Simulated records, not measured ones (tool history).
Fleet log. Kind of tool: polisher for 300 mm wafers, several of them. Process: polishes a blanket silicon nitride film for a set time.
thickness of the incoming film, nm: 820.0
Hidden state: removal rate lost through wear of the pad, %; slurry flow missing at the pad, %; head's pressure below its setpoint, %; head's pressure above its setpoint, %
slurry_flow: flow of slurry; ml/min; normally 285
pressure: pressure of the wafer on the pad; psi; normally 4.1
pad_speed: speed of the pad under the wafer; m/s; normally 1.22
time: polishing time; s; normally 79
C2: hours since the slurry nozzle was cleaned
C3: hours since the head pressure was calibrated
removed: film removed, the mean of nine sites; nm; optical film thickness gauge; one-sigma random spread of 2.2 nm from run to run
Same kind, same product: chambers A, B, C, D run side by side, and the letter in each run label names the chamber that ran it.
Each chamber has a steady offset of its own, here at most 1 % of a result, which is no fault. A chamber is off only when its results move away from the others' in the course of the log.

-- hour=9.4 chamber D: worn pad replaced by a new one
run 1A hour=9.9 | slurry_flow=285 pressure=4.1 pad_speed=1.22 time=79 | wafers_polished_on_this_pad=177 C2=165.2 C3=86.9 | removed=150.690
run 2D hour=16.7 | slurry_flow=285 pressure=4.1 pad_speed=1.22 time=79 | wafers_polished_on_this_pad=62 C2=646.3 C3=288.5 | removed=156.220
run 3B hour=25.2 | slurry_flow=285 pressure=4.1 pad_speed=1.22 time=79 | wafers_polished_on_this_pad=634 C2=303.6 C3=352.7 | removed=154.950
run 4C hour=35.6 | slurry_flow=285 pressure=4.1 pad_speed=1.22 time=79 | wafers_polished_on_this_pad=686 C2=253.7 C3=661.3 | removed=153.070
run 5A hour=42.8 | slurry_flow=285 pressure=4.1 pad_speed=1.22 time=79 | wafers_polished_on_this_pad=457 C2=198.1 C3=119.8 | removed=153.230
run 6C hour=52.0 | slurry_flow=285 pressure=4.1 pad_speed=1.22 time=79 | wafers_polished_on_this_pad=826 C2=270.1 C3=677.7 | removed=156.360
-- hour=53.6 chamber C: worn pad replaced by a new one
-- hour=56.5 chamber B: worn pad replaced by a new one
run 7D hour=58.1 | slurry_flow=285 pressure=4.1 pad_speed=1.22 time=79 | wafers_polished_on_this_pad=414 C2=687.7 C3=329.9 | removed=155.840
run 8B hour=65.2 | slurry_flow=285 pressure=4.8 pad_speed=1.22 time=91 | wafers_polished_on_this_pad=74 C2=343.6 C3=392.7 | removed=209.140
run 9B hour=71.4 | slurry_flow=285 pressure=4.8 pad_speed=1.22 time=91 | wafers_polished_on_this_pad=126 C2=349.8 C3=398.9 | removed=207.890
run 10C hour=82.4 | slurry_flow=285 pressure=4.8 pad_speed=1.22 time=91 | wafers_polished_on_this_pad=245 C2=300.5 C3=708.1 | removed=209.960
run 11D hour=88.1 | slurry_flow=285 pressure=4.8 pad_speed=1.22 time=91 | wafers_polished_on_this_pad=669 C2=717.7 C3=359.9 | removed=205.660
run 12A hour=98.7 | slurry_flow=285 pressure=4.1 pad_speed=1.22 time=79 | wafers_polished_on_this_pad=932 C2=254.0 C3=175.7 | removed=154.360
-- hour=102.1 chamber C: slurry nozzle cleaned
run 13D hour=104.5 | slurry_flow=285 pressure=4.1 pad_speed=1.22 time=66 | wafers_polished_on_this_pad=808 C2=734.1 C3=376.3 | removed=129.670
run 14C hour=112.1 | slurry_flow=285 pressure=4.1 pad_speed=1.22 time=66 | wafers_polished_on_this_pad=497 C2=10.1 C3=737.8 | removed=128.560
run 15A hour=120.9 | slurry_flow=285 pressure=4.1 pad_speed=1.22 time=66 | wafers_polished_on_this_pad=1120 C2=276.2 C3=197.9 | removed=126.770
-- hour=124.7 chamber A: worn pad replaced by a new one
run 16B hour=130.1 | slurry_flow=285 pressure=4.1 pad_speed=1.22 time=66 | wafers_polished_on_this_pad=625 C2=408.5 C3=457.6 | removed=128.170
run 17C hour=137.1 | slurry_flow=285 pressure=4.1 pad_speed=1.22 time=79 | wafers_polished_on_this_pad=709 C2=35.1 C3=762.8 | removed=151.890
-- hour=142.8 chamber D: slurry nozzle cleaned
-- hour=146.8 chamber B: worn pad replaced by a new one
run 18A hour=148.3 | slurry_flow=285 pressure=4.1 pad_speed=1.22 time=79 | wafers_polished_on_this_pad=200 C2=303.6 C3=225.3 | removed=154.030
run 19D hour=154.8 | slurry_flow=285 pressure=3.2 pad_speed=1.22 time=61 | wafers_polished_on_this_pad=1235 C2=12.0 C3=426.6 | removed=93.879
run 20B hour=163.7 | slurry_flow=285 pressure=3.2 pad_speed=1.22 time=61 | wafers_polished_on_this_pad=143 C2=442.1 C3=491.2 | removed=90.888
-- hour=171.0 chamber C: worn pad replaced by a new one
-- hour=172.0 chamber D: worn pad replaced by a new one
run 21C hour=173.1 | slurry_flow=285 pressure=3.2 pad_speed=1.22 time=61 | wafers_polished_on_this_pad=17 C2=71.1 C3=798.8 | removed=91.596
run 22A hour=182.5 | slurry_flow=285 pressure=3.2 pad_speed=1.22 time=61 | wafers_polished_on_this_pad=491 C2=337.8 C3=259.5 | removed=92.917
run 23D hour=193.2 | slurry_flow=285 pressure=4.1 pad_speed=1.00 time=79 | wafers_polished_on_this_pad=180 C2=50.4 C3=465.0 | removed=132.010
run 24B hour=202.2 | slurry_flow=285 pressure=4.1 pad_speed=1.00 time=79 | wafers_polished_on_this_pad=470 C2=480.6 C3=529.7 | removed=131.200
run 25C hour=207.7 | slurry_flow=285 pressure=4.1 pad_speed=1.00 time=79 | wafers_polished_on_this_pad=311 C2=105.7 C3=833.4 | removed=131.220
run 26D hour=214.5 | slurry_flow=285 pressure=4.1 pad_speed=1.00 time=79 | wafers_polished_on_this_pad=361 C2=71.7 C3=486.3 | removed=132.530
run 27A hour=221.2 | slurry_flow=285 pressure=4.1 pad_speed=1.22 time=79 | wafers_polished_on_this_pad=820 C2=376.5 C3=298.2 | removed=154.520
run 28B hour=228.0 | slurry_flow=285 pressure=4.1 pad_speed=1.22 time=79 | wafers_polished_on_this_pad=689 C2=506.4 C3=555.5 | removed=153.550
run 29B hour=235.1 | slurry_flow=285 pressure=4.1 pad_speed=1.22 time=79 | wafers_polished_on_this_pad=750 C2=513.5 C3=562.6 | removed=153.420
-- hour=242.0 chamber B: worn pad replaced by a new one
-- hour=242.5 chamber B: head pressure recalibrated
run 30D hour=244.3 | slurry_flow=285 pressure=4.1 pad_speed=1.22 time=91 | wafers_polished_on_this_pad=614 C2=101.5 C3=516.1 | removed=176.780
run 31A hour=250.4 | slurry_flow=285 pressure=4.1 pad_speed=1.22 time=91 | wafers_polished_on_this_pad=1068 C2=405.7 C3=327.4 | removed=174.480
-- hour=257.2 chamber A: worn pad replaced by a new one
run 32C hour=261.6 | slurry_flow=285 pressure=4.1 pad_speed=1.22 time=91 | wafers_polished_on_this_pad=769 C2=159.6 C3=887.3 | removed=177.060
run 33C hour=273.8 | slurry_flow=285 pressure=4.1 pad_speed=1.22 time=91 | wafers_polished_on_this_pad=873 C2=171.8 C3=899.5 | removed=179.980
run 34D hour=281.8 | slurry_flow=285 pressure=4.1 pad_speed=1.22 time=79 | wafers_polished_on_this_pad=932 C2=139.0 C3=553.6 | removed=155.210
-- hour=282.8 chamber C: worn pad replaced by a new one
-- hour=285.1 chamber A: head pressure recalibrated
run 35A hour=287.4 | slurry_flow=285 pressure=4.1 pad_speed=1.22 time=79 | wafers_polished_on_this_pad=257 C2=442.7 C3=2.3 | removed=152.640
run 36B hour=296.6 | slurry_flow=285 pressure=4.1 pad_speed=1.22 time=79 | wafers_polished_on_this_pad=464 C2=575.0 C3=54.1 | removed=152.280
run 37D hour=305.4 | slurry_flow=285 pressure=4.1 pad_speed=1.22 time=79 | wafers_polished_on_this_pad=1133 C2=162.6 C3=577.2 | removed=157.850
run 38C hour=311.4 | slurry_flow=285 pressure=4.1 pad_speed=1.22 time=79 | wafers_polished_on_this_pad=243 C2=209.4 C3=937.1 | removed=155.460
run 39B hour=319.3 | slurry_flow=285 pressure=4.1 pad_speed=1.22 time=79 | wafers_polished_on_this_pad=657 C2=597.7 C3=76.8 | removed=150.140
run 40A hour=330.3 | slurry_flow=345 pressure=4.1 pad_speed=1.22 time=102 | wafers_polished_on_this_pad=621 C2=485.6 C3=45.2 | removed=202.060
-- hour=334.7 chamber B: worn pad replaced by a new one
run 41D hour=336.6 | slurry_flow=345 pressure=4.1 pad_speed=1.22 time=102 | wafers_polished_on_this_pad=1398 C2=193.8 C3=608.4 | removed=203.810
run 42C hour=347.7 | slurry_flow=345 pressure=4.1 pad_speed=1.22 time=102 | wafers_polished_on_this_pad=551 C2=245.7 C3=973.4 | removed=204.760
run 43B hour=357.6 | slurry_flow=345 pressure=4.1 pad_speed=1.22 time=102 | wafers_polished_on_this_pad=195 C2=636.0 C3=115.1 | removed=200.270

Predict what each chamber gives when all 4 of them run the settings below next.
run 44A hour=366.3 | slurry_flow=285 pressure=4.1 pad_speed=1.22 time=88 | removed=?
run 44B hour=366.3 | slurry_flow=285 pressure=4.1 pad_speed=1.22 time=88 | removed=?
run 44C hour=366.3 | slurry_flow=285 pressure=4.1 pad_speed=1.22 time=88 | removed=?
run 44D hour=366.3 | slurry_flow=285 pressure=4.1 pad_speed=1.22 time=88 | removed=?

run=44A removed=173.410
run=44B removed=168.180
run=44C removed=170.270
run=44D removed=172.770

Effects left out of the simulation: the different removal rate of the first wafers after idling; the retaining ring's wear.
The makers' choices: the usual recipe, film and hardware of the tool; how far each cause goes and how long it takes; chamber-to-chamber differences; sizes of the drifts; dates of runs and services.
